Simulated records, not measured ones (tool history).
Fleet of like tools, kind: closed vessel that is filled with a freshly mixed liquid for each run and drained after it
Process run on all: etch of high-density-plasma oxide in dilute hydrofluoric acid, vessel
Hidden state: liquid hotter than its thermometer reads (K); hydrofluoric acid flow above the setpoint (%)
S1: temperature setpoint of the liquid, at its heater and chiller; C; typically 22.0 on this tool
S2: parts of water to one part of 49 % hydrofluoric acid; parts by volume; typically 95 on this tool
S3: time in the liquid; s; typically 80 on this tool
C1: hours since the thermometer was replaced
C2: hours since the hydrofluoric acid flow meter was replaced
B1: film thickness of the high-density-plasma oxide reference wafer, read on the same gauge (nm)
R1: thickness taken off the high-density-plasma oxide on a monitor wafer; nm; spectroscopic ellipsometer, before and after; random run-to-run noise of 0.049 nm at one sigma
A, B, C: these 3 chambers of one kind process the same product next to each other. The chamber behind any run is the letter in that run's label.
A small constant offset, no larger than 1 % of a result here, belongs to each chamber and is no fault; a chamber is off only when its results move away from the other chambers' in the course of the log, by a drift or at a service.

run 1C day=0.421 | S1=22.0 S2=95 S3=80 | C1=1036.9 C2=365.6 | B1=100.000 | R1=5.7925
-- day=0.658 chamber A: hydrofluoric acid flow meter replaced
run 2B day=0.796 | S1=22.0 S2=95 S3=80 | C1=958.3 C2=385.5 | B1=99.995 | R1=5.7376
run 3A day=1.354 | S1=22.0 S2=95 S3=80 | C1=2417.2 C2=16.7 | B1=99.993 | R1=5.9437
run 4C day=1.896 | S1=22.0 S2=95 S3=80 | C1=1072.3 C2=401.0 | B1=99.992 | R1=5.8265
run 5A day=2.167 | S1=22.0 S2=95 S3=80 | C1=2436.7 C2=36.2 | B1=99.990 | R1=5.8042
run 6B day=2.475 | S1=22.0 S2=95 S3=80 | C1=998.6 C2=425.8 | B1=99.986 | R1=5.7895
run 7B day=2.908 | S1=22.0 S2=95 S3=80 | C1=1009.0 C2=436.2 | B1=99.981 | R1=5.7372
run 8A day=3.375 | S1=22.0 S2=95 S3=80 | C1=2465.7 C2=65.2 | B1=100.010 | R1=5.8041
run 9C day=3.729 | S1=22.0 S2=95 S3=80 | C1=1116.3 C2=445.0 | B1=99.992 | R1=5.7619
run 10A day=4.300 | S1=22.0 S2=95 S3=80 | C1=2487.9 C2=87.4 | B1=99.999 | R1=5.8830
run 11C day=4.696 | S1=22.0 S2=95 S3=80 | C1=1139.5 C2=468.2 | B1=99.982 | R1=5.7852
run 12B day=5.112 | S1=22.0 S2=95 S3=80 | C1=1061.9 C2=489.1 | B1=99.998 | R1=5.7567
run 13B day=5.367 | S1=22.0 S2=95 S3=80 | C1=1068.0 C2=495.2 | B1=100.010 | R1=5.7509
run 14A day=5.846 | S1=22.0 S2=95 S3=80 | C1=2525.0 C2=124.5 | B1=100.000 | R1=5.8219
run 15C day=6.100 | S1=22.0 S2=95 S3=80 | C1=1173.2 C2=501.9 | B1=99.996 | R1=5.8375
run 16B day=6.562 | S1=22.0 S2=95 S3=80 | C1=1096.7 C2=523.9 | B1=99.999 | R1=5.8060
run 17A day=6.971 | S1=22.0 S2=95 S3=80 | C1=2552.0 C2=151.5 | B1=100.000 | R1=5.9236
run 18C day=7.367 | S1=18.0 S2=135 S3=80 | C1=1203.6 C2=532.3 | B1=99.990 | R1=3.2706
run 19C day=7.908 | S1=18.0 S2=135 S3=80 | C1=1216.6 C2=545.3 | B1=99.979 | R1=3.2813
run 20A day=8.371 | S1=18.0 S2=135 S3=80 | C1=2585.6 C2=185.1 | B1=100.000 | R1=3.3497
run 21B day=8.671 | S1=22.0 S2=95 S3=80 | C1=1147.3 C2=574.5 | B1=99.982 | R1=5.8341
run 22B day=9.150 | S1=22.0 S2=95 S3=80 | C1=1158.8 C2=586.0 | B1=100.010 | R1=5.8751
run 23A day=9.471 | S1=22.0 S2=95 S3=80 | C1=2612.0 C2=211.5 | B1=99.985 | R1=5.8270
run 24C day=9.958 | S1=22.0 S2=95 S3=60 | C1=1265.8 C2=594.5 | B1=100.010 | R1=4.3043
run 25A day=10.350 | S1=22.0 S2=95 S3=60 | C1=2633.1 C2=232.6 | B1=100.020 | R1=4.3434
run 26B day=10.712 | S1=22.0 S2=95 S3=60 | C1=1196.3 C2=623.5 | B1=99.999 | R1=4.4929
run 27C day=11.117 | S1=22.0 S2=95 S3=80 | C1=1293.6 C2=622.3 | B1=100.030 | R1=5.7592
run 28B day=11.383 | S1=26.5 S2=95 S3=80 | C1=1212.4 C2=639.6 | B1=99.997 | R1=7.0310
run 29A day=11.879 | S1=26.5 S2=95 S3=80 | C1=2669.8 C2=269.3 | B1=99.988 | R1=6.9906
run 30C day=12.196 | S1=26.5 S2=95 S3=80 | C1=1319.5 C2=648.2 | B1=99.986 | R1=6.9935
run 31C day=12.467 | S1=22.0 S2=95 S3=80 | C1=1326.0 C2=654.7 | B1=100.020 | R1=5.8646
run 32A day=12.879 | S1=22.0 S2=95 S3=80 | C1=2693.8 C2=293.3 | B1=99.990 | R1=5.9107
run 33B day=13.446 | S1=22.0 S2=95 S3=80 | C1=1261.9 C2=689.1 | B1=100.010 | R1=5.9677
run 34B day=13.879 | S1=22.0 S2=95 S3=80 | C1=1272.3 C2=699.5 | B1=99.988 | R1=5.9527
run 35A day=14.433 | S1=22.0 S2=95 S3=80 | C1=2731.1 C2=330.6 | B1=100.010 | R1=5.6989
run 36C day=14.825 | S1=22.0 S2=95 S3=80 | C1=1382.6 C2=711.3 | B1=99.990 | R1=5.8305
run 37B day=15.200 | S1=22.0 S2=95 S3=80 | C1=1304.0 C2=731.2 | B1=100.010 | R1=5.9961
run 38A day=15.633 | S1=22.0 S2=95 S3=80 | C1=2759.9 C2=359.4 | B1=100.000 | R1=5.7674
run 39C day=16.058 | S1=22.0 S2=95 S3=80 | C1=1412.2 C2=740.9 | B1=99.990 | R1=5.8303
-- day=16.442 chamber B: hydrofluoric acid flow meter replaced
run 40A day=16.450 | S1=22.0 S2=95 S3=80 | C1=2779.5 C2=379.0 | B1=99.997 | R1=5.8503
-- day=16.846 chamber C: thermometer replaced
run 41B day=16.867 | S1=22.0 S2=95 S3=80 | C1=1344.0 C2=10.2 | B1=100.000 | R1=6.0613
run 42C day=17.258 | S1=22.0 S2=95 S3=80 | C1=9.9 C2=769.7 | B1=99.997 | R1=5.6951
run 43A day=17.808 | S1=22.0 S2=130 S3=80 | C1=2812.1 C2=411.6 | B1=100.000 | R1=4.1014
run 44B day=18.279 | S1=22.0 S2=130 S3=80 | C1=1377.9 C2=44.1 | B1=100.030 | R1=4.2863

Each of the 3 chambers runs these same settings next. Fill in every chamber's results:
run 45A day=18.704 | S1=22.0 S2=95 S3=80 | R1=?
run 45B day=18.704 | S1=22.0 S2=95 S3=80 | R1=?
run 45C day=18.704 | S1=22.0 S2=95 S3=80 | R1=?

run=45A R1=5.8851
run=45B R1=6.0806
run=45C R1=5.7855
